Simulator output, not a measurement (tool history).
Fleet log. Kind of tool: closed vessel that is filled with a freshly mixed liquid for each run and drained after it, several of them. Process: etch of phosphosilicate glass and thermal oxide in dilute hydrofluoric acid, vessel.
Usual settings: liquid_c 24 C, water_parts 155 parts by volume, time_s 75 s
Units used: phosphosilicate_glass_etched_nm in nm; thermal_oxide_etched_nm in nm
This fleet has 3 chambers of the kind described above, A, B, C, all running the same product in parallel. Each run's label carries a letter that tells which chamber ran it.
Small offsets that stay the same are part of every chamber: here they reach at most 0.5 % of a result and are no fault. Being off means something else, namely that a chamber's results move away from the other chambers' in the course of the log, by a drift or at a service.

run,hour,liquid_c,water_parts,time_s,"read-back film thickness of the phosphosilicate glass reference wafer, read on the same gauge (nm)","read-back film thickness of the thermal oxide reference wafer, read on the same gauge (nm)",phosphosilicate_glass_etched_nm,thermal_oxide_etched_nm
1C,8.4,24,155,75,60.022,99.997,40.397,2.1369
2A,12.2,24,155,75,59.997,99.993,40.134,2.1753
3B,19.8,24,155,75,60.009,99.999,40.826,2.1571
4C,28.5,24,155,75,59.993,100.06,40.013,2.1569
5A,36.3,24,155,75,60.011,99.991,40.476,2.143
6B,41.3,24,75,30,60.006,99.995,35.996,1.956
7A,46,24,75,30,59.989,99.999,36.458,1.9458
8C,54.6,24,75,30,59.996,100,36.116,1.9154
9B,58.5,28,200,75,60.017,100.01,34.332,1.8109
10A,65.7,28,200,75,60.004,100.03,34.897,1.8354
# hour 66.3: chamber C: hydrofluoric acid flow meter replaced
11B,71.7,28,200,75,59.988,99.979,33.827,1.8304
12C,79.2,21,155,75,60.014,99.997,35.571,1.9229
13B,87.3,21,155,75,60.013,99.977,34.78,1.8893
14A,95.3,21,155,75,59.991,100.03,36.022,1.9834
15C,102.8,24,155,75,60.021,100,40.469,2.148
16C,110.5,24,155,75,59.99,99.995,40.514,2.1653
17A,116.5,20,155,55,59.977,100.03,25.021,1.3635
18B,121.4,20,155,55,60.001,99.991,22.826,1.2373
19C,129.1,20,155,55,59.998,99.994,24.875,1.3758
20A,137.3,24,155,75,60.02,100.02,40.599,2.1569

Next, all 3 chambers run the settings below, one line each with question marks for the results. What does each chamber give?
21A,143.6,24,155,90,,,?,?
21B,143.6,24,155,90,,,?,?
21C,143.6,24,155,90,,,?,?

run,phosphosilicate_glass_etched_nm,thermal_oxide_etched_nm
21A,48.403,2.5973
21B,42.449,2.3157
21C,48.522,2.6041
